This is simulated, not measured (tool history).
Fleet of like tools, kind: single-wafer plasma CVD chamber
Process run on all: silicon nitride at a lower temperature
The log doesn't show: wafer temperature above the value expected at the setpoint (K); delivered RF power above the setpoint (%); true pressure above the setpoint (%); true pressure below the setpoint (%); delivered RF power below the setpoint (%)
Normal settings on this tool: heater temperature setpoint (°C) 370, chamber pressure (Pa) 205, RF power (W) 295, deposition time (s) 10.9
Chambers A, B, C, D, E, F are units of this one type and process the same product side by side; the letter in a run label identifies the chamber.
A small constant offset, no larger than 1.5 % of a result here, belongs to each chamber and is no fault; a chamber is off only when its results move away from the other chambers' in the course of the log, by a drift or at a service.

| run | day | heater temperature setpoint (°C) | chamber pressure (Pa) | RF power (W) | deposition time (s) | hours since the last thermocouple change | hours since the last RF generator calibration | hours since the last manometer calibration | read-back reference wafer on the same gauge, thickness_nm | mean film thickness on the monitor wafer (angstrom) |
|---|---|---|---|---|---|---|---|---|---|---|
| 1F | 0.133 | 370 | 205 | 295 | 10.9 | 463.9 | 397.3 | 1540.1 | 12.5 | 123.57 |
| 2C | 0.362 | 370 | 205 | 295 | 10.9 | 1196.6 | 1986 | 23.3 | 12.484 | 123 |
| 3E | 0.496 | 370 | 205 | 295 | 10.9 | 667.9 | 1725.9 | 1472 | 12.482 | 125.14 |
| 4A | 0.729 | 370 | 205 | 295 | 10.9 | 477.7 | 63.6 | 583.7 | 12.492 | 125.51 |
| 5B | 0.988 | 370 | 205 | 295 | 10.9 | 626.2 | 422.4 | 50.3 | 12.511 | 125.36 |
| 6D | 1.142 | 370 | 165 | 295 | 10.9 | 147.5 | 1042.8 | 506.9 | 12.497 | 118.8 |
| 7A | 1.321 | 370 | 165 | 295 | 10.9 | 491.9 | 77.8 | 597.9 | 12.507 | 118.33 |
| 8E | 1.462 | 370 | 165 | 295 | 10.9 | 691.1 | 1749.1 | 1495.2 | 12.505 | 118.52 |
| 9F | 1.588 | 370 | 165 | 295 | 10.9 | 498.8 | 432.2 | 1575 | 12.511 | 115.72 |
|  | 1.717 | chamber E: capacitance manometer re-zeroed and calibrated |
|  | 1.738 | chamber E: RF generator calibrated |
| 10B | 1.767 | 370 | 165 | 295 | 10.9 | 644.9 | 441.1 | 69 | 12.5 | 117.39 |
| 11C | 2.012 | 370 | 165 | 295 | 10.9 | 1236.2 | 2025.6 | 62.9 | 12.508 | 116.07 |
| 12D | 2.208 | 370 | 205 | 295 | 10.9 | 173.1 | 1068.4 | 532.5 | 12.504 | 126.12 |
| 13C | 2.462 | 370 | 205 | 295 | 10.9 | 1247 | 2036.4 | 73.7 | 12.506 | 122.82 |
| 14B | 2.65 | 370 | 205 | 295 | 10.9 | 666.1 | 462.3 | 90.2 | 12.516 | 124.48 |
| 15E | 2.8 | 370 | 205 | 295 | 10.9 | 723.2 | 25.6 | 26 | 12.519 | 124.74 |
| 16A | 2.996 | 370 | 205 | 295 | 10.9 | 532.1 | 118 | 638.1 | 12.51 | 125.17 |
| 17F | 3.258 | 370 | 205 | 295 | 10.9 | 538.9 | 472.3 | 1615.1 | 12.513 | 123.32 |
| 18D | 3.517 | 365 | 241 | 295 | 10.9 | 204.5 | 1099.8 | 563.9 | 12.5 | 130.66 |
| 19E | 3.717 | 365 | 241 | 295 | 10.9 | 745.2 | 47.6 | 48 | 12.504 | 132.16 |
| 20D | 3.938 | 365 | 241 | 295 | 10.9 | 214.6 | 1109.9 | 574 | 12.502 | 131.98 |
| 21F | 4.075 | 365 | 241 | 295 | 10.9 | 558.5 | 491.9 | 1634.7 | 12.509 | 129.44 |
| 22B | 4.254 | 365 | 241 | 295 | 10.9 | 704.6 | 500.8 | 128.7 | 12.51 | 129.6 |
| 23C | 4.458 | 365 | 241 | 295 | 10.9 | 1294.9 | 2084.3 | 121.6 | 12.499 | 128.71 |
| 24A | 4.65 | 370 | 205 | 295 | 10.9 | 571.8 | 157.7 | 677.8 | 12.516 | 125.91 |
| 25E | 4.842 | 370 | 205 | 295 | 10.1 | 772.2 | 74.6 | 75 | 12.507 | 115.69 |
| 26C | 5.021 | 370 | 205 | 295 | 10.1 | 1308.4 | 2097.8 | 135.1 | 12.501 | 114.84 |
| 27B | 5.254 | 370 | 205 | 295 | 10.1 | 728.6 | 524.8 | 152.7 | 12.495 | 115.56 |
| 28A | 5.488 | 370 | 205 | 295 | 10.1 | 591.9 | 177.8 | 697.9 | 12.503 | 117.74 |
| 29D | 5.712 | 370 | 205 | 295 | 10.1 | 257.2 | 1152.5 | 616.6 | 12.497 | 116.95 |
| 30F | 5.967 | 370 | 205 | 295 | 10.1 | 603.9 | 537.3 | 1680.1 | 12.505 | 113.27 |
| 31B | 6.162 | 370 | 205 | 295 | 10.9 | 750.4 | 546.6 | 174.5 | 12.492 | 123.98 |
| 32F | 6.362 | 370 | 205 | 295 | 10.9 | 613.4 | 546.8 | 1689.6 | 12.508 | 123.37 |
| 33D | 6.629 | 370 | 205 | 295 | 10.9 | 279.2 | 1174.5 | 638.6 | 12.5 | 125.49 |
| 34E | 6.892 | 370 | 205 | 295 | 10.9 | 821.4 | 123.8 | 124.2 | 12.507 | 124.57 |
| 35A | 7.125 | 370 | 205 | 295 | 10.9 | 631.2 | 217.1 | 737.2 | 12.496 | 124.45 |
| 36C | 7.283 | 370 | 205 | 295 | 10.9 | 1362.7 | 2152.1 | 189.4 | 12.499 | 122.82 |
| 37C | 7.479 | 370 | 205 | 295 | 10.9 | 1367.4 | 2156.8 | 194.1 | 12.476 | 123.13 |
| 38F | 7.675 | 370 | 205 | 295 | 10.9 | 644.9 | 578.3 | 1721.1 | 12.501 | 123.18 |
| 39D | 7.938 | 370 | 205 | 295 | 10.9 | 310.6 | 1205.9 | 670 | 12.506 | 125.29 |
| 40B | 8.075 | 370 | 205 | 295 | 10.9 | 796.3 | 592.5 | 220.4 | 12.513 | 124.58 |
| 41E | 8.246 | 370 | 205 | 295 | 10.9 | 853.9 | 156.3 | 156.7 | 12.493 | 125.4 |
| 42A | 8.45 | 370 | 205 | 295 | 10.9 | 663 | 248.9 | 769 | 12.504 | 125.11 |
| 43C | 8.671 | 370 | 205 | 295 | 10.9 | 1396 | 2185.4 | 222.7 | 12.505 | 123.21 |

For the next run the whole fleet of 6 chambers uses the same settings. Give each chamber's results:
| 44A | 8.862 | 370 | 205 | 295 | 10.9 |  |  |  |  | ? |
| 44B | 8.862 | 370 | 205 | 295 | 10.9 |  |  |  |  | ? |
| 44C | 8.862 | 370 | 205 | 295 | 10.9 |  |  |  |  | ? |
| 44D | 8.862 | 370 | 205 | 295 | 10.9 |  |  |  |  | ? |
| 44E | 8.862 | 370 | 205 | 295 | 10.9 |  |  |  |  | ? |
| 44F | 8.862 | 370 | 205 | 295 | 10.9 |  |  |  |  | ? |

| run | mean film thickness on the monitor wafer (angstrom) |
|---|---|
| 44A | 125.66 |
| 44B | 124.86 |
| 44C | 123.24 |
| 44D | 126.51 |
| 44E | 125.41 |
| 44F | 123.04 |
